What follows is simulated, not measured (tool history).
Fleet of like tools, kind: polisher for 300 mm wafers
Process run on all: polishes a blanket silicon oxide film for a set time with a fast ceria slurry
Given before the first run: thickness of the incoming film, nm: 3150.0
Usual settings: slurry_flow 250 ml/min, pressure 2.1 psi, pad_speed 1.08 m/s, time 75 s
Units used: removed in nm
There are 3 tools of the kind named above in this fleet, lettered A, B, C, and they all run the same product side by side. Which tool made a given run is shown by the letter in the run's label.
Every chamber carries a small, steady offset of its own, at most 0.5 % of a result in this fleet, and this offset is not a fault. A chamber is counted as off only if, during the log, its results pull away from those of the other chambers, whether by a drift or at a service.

| run | hour | slurry_flow | pressure | pad_speed | time | wafers polished on this pad | hours since the slurry nozzle was cleaned | hours since the head pressure was calibrated | removed |
|---|---|---|---|---|---|---|---|---|---|
| 1C | 7 | 250 | 2.1 | 1.08 | 75 | 100 | 424.9 | 170.1 | 975.93 |
| 2A | 12.9 | 250 | 2.1 | 1.08 | 75 | 325 | 61.1 | 22.4 | 979.96 |
| 3B | 19.6 | 250 | 2.1 | 1.08 | 75 | 1276 | 440 | 344.8 | 991.96 |
| 4C | 30.9 | 250 | 2.1 | 1.08 | 75 | 421 | 448.8 | 194 | 982.81 |
|  | 32 | chamber B: worn pad replaced by a new one |
| 5A | 41.4 | 250 | 2.1 | 1.08 | 75 | 709 | 89.6 | 50.9 | 981.52 |
| 6B | 47.4 | 250 | 2.1 | 1.08 | 75 | 207 | 467.8 | 372.6 | 981.8 |
| 7B | 57.6 | 250 | 2.1 | 1.08 | 75 | 345 | 478 | 382.8 | 977.57 |
|  | 60.2 | chamber B: slurry nozzle cleaned |
|  | 60.4 | chamber C: worn pad replaced by a new one |
| 8A | 64.3 | 250 | 2.1 | 1.08 | 75 | 1017 | 112.5 | 73.8 | 975.48 |
| 9C | 73.1 | 250 | 2.1 | 1.08 | 75 | 171 | 491 | 236.2 | 985.22 |
|  | 76.6 | chamber A: worn pad replaced by a new one |
| 10A | 79.2 | 250 | 2.1 | 1.08 | 75 | 35 | 127.4 | 88.7 | 981.64 |
| 11C | 85.4 | 250 | 2.1 | 1.08 | 89 | 336 | 503.3 | 248.5 | 1165.1 |
| 12B | 97 | 250 | 2.1 | 1.08 | 89 | 875 | 36.9 | 422.2 | 1121.1 |
| 13B | 108.2 | 250 | 2.1 | 1.08 | 89 | 1026 | 48.1 | 433.4 | 1126.8 |
| 14C | 115.6 | 250 | 2.1 | 1.08 | 75 | 743 | 533.5 | 278.7 | 982.66 |
|  | 117.9 | chamber C: worn pad replaced by a new one |
| 15A | 124.3 | 250 | 2.1 | 1.08 | 75 | 643 | 172.5 | 133.8 | 983.58 |
| 16C | 135 | 250 | 2.1 | 1.08 | 75 | 231 | 552.9 | 298.1 | 978.3 |
|  | 142.2 | chamber B: worn pad replaced by a new one |
| 17B | 142.8 | 310 | 2.1 | 1.08 | 84 | 8 | 82.7 | 468 | 1070.3 |
| 18A | 149 | 310 | 2.1 | 1.08 | 84 | 975 | 197.2 | 158.5 | 1114.5 |
| 19A | 155.7 | 310 | 2.1 | 1.08 | 84 | 1065 | 203.9 | 165.2 | 1113.4 |
| 20C | 167.2 | 250 | 2.1 | 1.08 | 75 | 665 | 585.1 | 330.3 | 975.51 |
|  | 167.5 | chamber A: worn pad replaced by a new one |
|  | 172.4 | chamber C: worn pad replaced by a new one |
| 21B | 175.1 | 250 | 2.1 | 1.08 | 75 | 443 | 115 | 500.3 | 925.06 |
| 22C | 180.7 | 250 | 2.1 | 1.08 | 75 | 112 | 598.6 | 343.8 | 978.05 |
| 23B | 192.1 | 250 | 2.1 | 1.08 | 75 | 672 | 132 | 517.3 | 916.56 |
| 24A | 203.3 | 250 | 2.1 | 1.08 | 75 | 482 | 251.5 | 212.8 | 976.24 |
| 25A | 212.1 | 250 | 2.1 | 1.24 | 75 | 600 | 260.3 | 221.6 | 1124.1 |
| 26B | 223.8 | 250 | 2.1 | 1.24 | 75 | 1099 | 163.7 | 549 | 1036.7 |
| 27C | 231.9 | 250 | 2.1 | 1.24 | 75 | 802 | 649.8 | 395 | 1123.9 |
|  | 235 | chamber C: worn pad replaced by a new one |
| 28C | 238.5 | 250 | 2.1 | 1.08 | 75 | 48 | 656.4 | 401.6 | 972.3 |

Does one chamber stand apart from the rest, does the shared gauge drift, or is all well apart from small per-chamber offsets? Give the chamber and the most likely cause, where there is one.

One chamber, B, drifts off from the rest bit by bit.
Most likely cause: head's pressure below its setpoint, % = 9.56.

Here are 4 candidates for chamber B's next run, each the usual settings with a change, their results left as question marks. Which one brings its results back in line with what the others give on the usual settings?
A result is in line if it is within this distance of the other chambers' mean on the usual settings: removed 24 nm
| 29B-1 | 247.4 | 250 | 2.1 | 1 | 69 |  |  |  | ? |
| 29B-2 | 247.4 | 250 | 2.1 | 1.08 | 82 |  |  |  | ? |
| 29B-3 | 247.4 | 255 | 2.1 | 1.08 | 87 |  |  |  | ? |
| 29B-4 | 247.4 | 250 | 2.1 | 0.98 | 75 |  |  |  | ? |

Usual-settings mean across the other chambers: removed 977.37 nm
| run | removed |
|---|---|
| 29B-1 | 762.7 |
| 29B-2 | 978.36 |
| 29B-3 | 1040.2 |
| 29B-4 | 812.57 |
It is 29B-2 that realigns the chamber with its peers.
